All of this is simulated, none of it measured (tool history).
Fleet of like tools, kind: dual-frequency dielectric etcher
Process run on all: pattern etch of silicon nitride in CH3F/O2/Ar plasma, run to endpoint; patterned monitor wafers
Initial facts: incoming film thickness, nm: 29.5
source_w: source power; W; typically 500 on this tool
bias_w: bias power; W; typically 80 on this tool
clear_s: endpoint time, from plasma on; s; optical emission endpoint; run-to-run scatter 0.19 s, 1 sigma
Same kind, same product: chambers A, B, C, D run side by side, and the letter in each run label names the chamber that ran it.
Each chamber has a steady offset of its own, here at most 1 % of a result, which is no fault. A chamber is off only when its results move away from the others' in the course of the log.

run     day  source_w  bias_w  hours since the last wet clean  hours since the last source power generator calibration  hours since the last bias power generator calibration  clear_s
 1A   0.242       500      80                           577.0                                                    490.9                                                  343.2   37.430
 2D   0.512       500      80                            73.7                                                   2084.9                                                   51.5   37.810
 3C   0.917       500      80                           463.2                                                    429.4                                                 1622.2   38.054
 4B   1.217       500      80                           249.0                                                    490.5                                                 1370.8   37.918
 5D   1.450       500      80                            96.2                                                   2107.4                                                   74.0   38.144
 6C   1.717       500      80                           482.4                                                    448.6                                                 1641.4   37.999
      1.925  -- chamber A: wet clean of the chamber
 7B   1.988       410      68                           267.5                                                    509.0                                                 1389.3   42.738
 8A   2.417       410      68                            11.8                                                    543.1                                                  395.4   42.681
 9B   2.633       410      68                           283.0                                                    524.5                                                 1404.8   43.159
10D   2.904       410      68                           131.1                                                   2142.3                                                  108.9   43.208
11C   3.225       500      80                           518.6                                                    484.8                                                 1677.6   37.926
12A   3.488       600      80                            37.5                                                    568.8                                                  421.1   34.998
13C   3.750       600      80                           531.2                                                    497.4                                                 1690.2   35.261
14B   4.183       600      80                           320.2                                                    561.7                                                 1442.0   34.922
15A   4.525       600      80                            62.4                                                    593.7                                                  446.0   35.318
      4.579  -- chamber C: wet clean of the chamber
16D   4.888       500      80                           178.7                                                   2189.9                                                  156.5   38.000
17C   5.158       500      70                            14.0                                                    531.2                                                 1724.0   39.227
      5.271  -- chamber B: wet clean of the chamber
18B   5.529       500      70                             6.3                                                    594.0                                                 1474.3   39.539
19D   5.938       500      70                           203.9                                                   2215.1                                                  181.7   39.505
20A   6.175       500      70                           102.0                                                    633.3                                                  485.6   39.480
21B   6.417       500      80                            27.6                                                    615.3                                                 1495.6   37.907
22A   6.800       500      80                           117.0                                                    648.3                                                  500.6   37.693
23C   7.112       410      88                            60.9                                                    578.1                                                 1770.9   39.620
24D   7.417       410      88                           239.4                                                   2250.6                                                  217.2   39.361
25A   7.692       410      88                           138.4                                                    669.7                                                  522.0   39.519
26D   7.921       410      88                           251.5                                                   2262.7                                                  229.3   39.503
27C   8.296       500      80                            89.3                                                    606.5                                                 1799.3   38.363
28B   8.721       500      80                            82.9                                                    670.6                                                 1550.9   37.867
29D   9.042       500      80                           278.4                                                   2289.6                                                  256.2   38.132
30C   9.483       500      80                           117.8                                                    635.0                                                 1827.8   37.737
31A   9.871       500      80                           190.7                                                    722.0                                                  574.3   37.397
32B  10.300       500      80                           120.8                                                    708.5                                                 1588.8   38.001
33D  10.596       500      80                           315.7                                                   2326.9                                                  293.5   38.146
34A  11.000       420      71                           217.8                                                    749.1                                                  601.4   41.635

Does one chamber stand apart from the rest, does the shared gauge drift, or is all well apart from small per-chamber offsets? Give the chamber and the most likely cause, where there is one.

All chambers stay in line apart from their small fixed offsets, and the gauge does not drift.
